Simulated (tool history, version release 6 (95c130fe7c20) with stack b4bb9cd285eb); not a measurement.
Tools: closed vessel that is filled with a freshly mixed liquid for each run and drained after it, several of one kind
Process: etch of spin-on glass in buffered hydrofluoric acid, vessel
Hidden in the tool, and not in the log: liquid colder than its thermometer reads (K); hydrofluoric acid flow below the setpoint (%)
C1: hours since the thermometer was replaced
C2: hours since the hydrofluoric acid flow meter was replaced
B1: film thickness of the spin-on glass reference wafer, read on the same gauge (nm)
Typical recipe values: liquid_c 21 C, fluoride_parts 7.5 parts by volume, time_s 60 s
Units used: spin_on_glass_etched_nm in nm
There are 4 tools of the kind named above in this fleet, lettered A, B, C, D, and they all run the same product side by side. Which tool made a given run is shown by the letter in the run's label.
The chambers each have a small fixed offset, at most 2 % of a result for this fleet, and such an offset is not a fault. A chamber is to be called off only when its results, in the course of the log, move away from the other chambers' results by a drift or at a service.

run 1C hour=14.7 | liquid_c=21 fluoride_parts=7.5 time_s=60 | C1=212.5 C2=602.9 | B1=29.969 | spin_on_glass_etched_nm=166.3
run 2A hour=21.9 | liquid_c=21 fluoride_parts=7.5 time_s=60 | C1=2066.9 C2=151.2 | B1=29.962 | spin_on_glass_etched_nm=161.4
run 3D hour=29 | liquid_c=21 fluoride_parts=7.5 time_s=60 | C1=430.4 C2=1544.3 | B1=29.991 | spin_on_glass_etched_nm=164.16
run 4B hour=37.8 | liquid_c=21 fluoride_parts=7.5 time_s=60 | C1=177.3 C2=311.5 | B1=29.991 | spin_on_glass_etched_nm=166.46
run 5B hour=49 | liquid_c=21 fluoride_parts=7.5 time_s=60 | C1=188.5 C2=322.7 | B1=29.976 | spin_on_glass_etched_nm=167.67
run 6D hour=59.7 | liquid_c=21 fluoride_parts=7.5 time_s=60 | C1=461.1 C2=1575 | B1=30 | spin_on_glass_etched_nm=166.73
run 7C hour=67 | liquid_c=21 fluoride_parts=7.5 time_s=60 | C1=264.8 C2=655.2 | B1=30.015 | spin_on_glass_etched_nm=166.6
run 8A hour=80.3 | liquid_c=21 fluoride_parts=7.5 time_s=60 | C1=2125.3 C2=209.6 | B1=30.023 | spin_on_glass_etched_nm=161.35
run 9B hour=95.2 | liquid_c=17 fluoride_parts=7.5 time_s=60 | C1=234.7 C2=368.9 | B1=29.971 | spin_on_glass_etched_nm=132.78
run 10D hour=107.6 | liquid_c=17 fluoride_parts=7.5 time_s=60 | C1=509 C2=1622.9 | B1=30.011 | spin_on_glass_etched_nm=131.89
run 11A hour=116.9 | liquid_c=17 fluoride_parts=7.5 time_s=60 | C1=2161.9 C2=246.2 | B1=29.999 | spin_on_glass_etched_nm=131.67
run 12C hour=124.4 | liquid_c=17 fluoride_parts=7.5 time_s=60 | C1=322.2 C2=712.6 | B1=30.021 | spin_on_glass_etched_nm=132.34
run 13D hour=140.2 | liquid_c=21 fluoride_parts=7.5 time_s=60 | C1=541.6 C2=1655.5 | B1=30.049 | spin_on_glass_etched_nm=165.32
run 14A hour=154 | liquid_c=21 fluoride_parts=7.5 time_s=60 | C1=2199 C2=283.3 | B1=29.985 | spin_on_glass_etched_nm=163.08
run 15B hour=165.4 | liquid_c=21 fluoride_parts=7.5 time_s=60 | C1=304.9 C2=439.1 | B1=29.993 | spin_on_glass_etched_nm=169.28
run 16C hour=179.8 | liquid_c=21 fluoride_parts=7.5 time_s=60 | C1=377.6 C2=768 | B1=30.053 | spin_on_glass_etched_nm=167.32
run 17A hour=192.4 | liquid_c=21 fluoride_parts=9 time_s=60 | C1=2237.4 C2=321.7 | B1=29.97 | spin_on_glass_etched_nm=135.01
run 18B hour=206.6 | liquid_c=21 fluoride_parts=9 time_s=60 | C1=346.1 C2=480.3 | B1=30.033 | spin_on_glass_etched_nm=136.12
run 19C hour=221 | liquid_c=21 fluoride_parts=9 time_s=60 | C1=418.8 C2=809.2 | B1=29.991 | spin_on_glass_etched_nm=136.31
run 20D hour=229.8 | liquid_c=21 fluoride_parts=9 time_s=60 | C1=631.2 C2=1745.1 | B1=29.985 | spin_on_glass_etched_nm=136.01
run 21D hour=245.3 | liquid_c=21 fluoride_parts=7.5 time_s=60 | C1=646.7 C2=1760.6 | B1=29.976 | spin_on_glass_etched_nm=165.49
run 22A hour=253.5 | liquid_c=21 fluoride_parts=7.5 time_s=60 | C1=2298.5 C2=382.8 | B1=30 | spin_on_glass_etched_nm=164.68
run 23C hour=261.8 | liquid_c=21 fluoride_parts=7.5 time_s=60 | C1=459.6 C2=850 | B1=30.02 | spin_on_glass_etched_nm=163.67
run 24B hour=272.6 | liquid_c=21 fluoride_parts=7.5 time_s=60 | C1=412.1 C2=546.3 | B1=30.012 | spin_on_glass_etched_nm=168.91
run 25B hour=283.9 | liquid_c=21 fluoride_parts=7.5 time_s=60 | C1=423.4 C2=557.6 | B1=30.004 | spin_on_glass_etched_nm=167.05

Next, every chamber runs the same settings. What will each give?
run 26A hour=295.3 | liquid_c=17.5 fluoride_parts=7.5 time_s=60 | spin_on_glass_etched_nm=?
run 26B hour=295.3 | liquid_c=17.5 fluoride_parts=7.5 time_s=60 | spin_on_glass_etched_nm=?
run 26C hour=295.3 | liquid_c=17.5 fluoride_parts=7.5 time_s=60 | spin_on_glass_etched_nm=?
run 26D hour=295.3 | liquid_c=17.5 fluoride_parts=7.5 time_s=60 | spin_on_glass_etched_nm=?

run=26A spin_on_glass_etched_nm=136.43
run=26B spin_on_glass_etched_nm=138.06
run=26C spin_on_glass_etched_nm=136.06
run=26D spin_on_glass_etched_nm=135.79

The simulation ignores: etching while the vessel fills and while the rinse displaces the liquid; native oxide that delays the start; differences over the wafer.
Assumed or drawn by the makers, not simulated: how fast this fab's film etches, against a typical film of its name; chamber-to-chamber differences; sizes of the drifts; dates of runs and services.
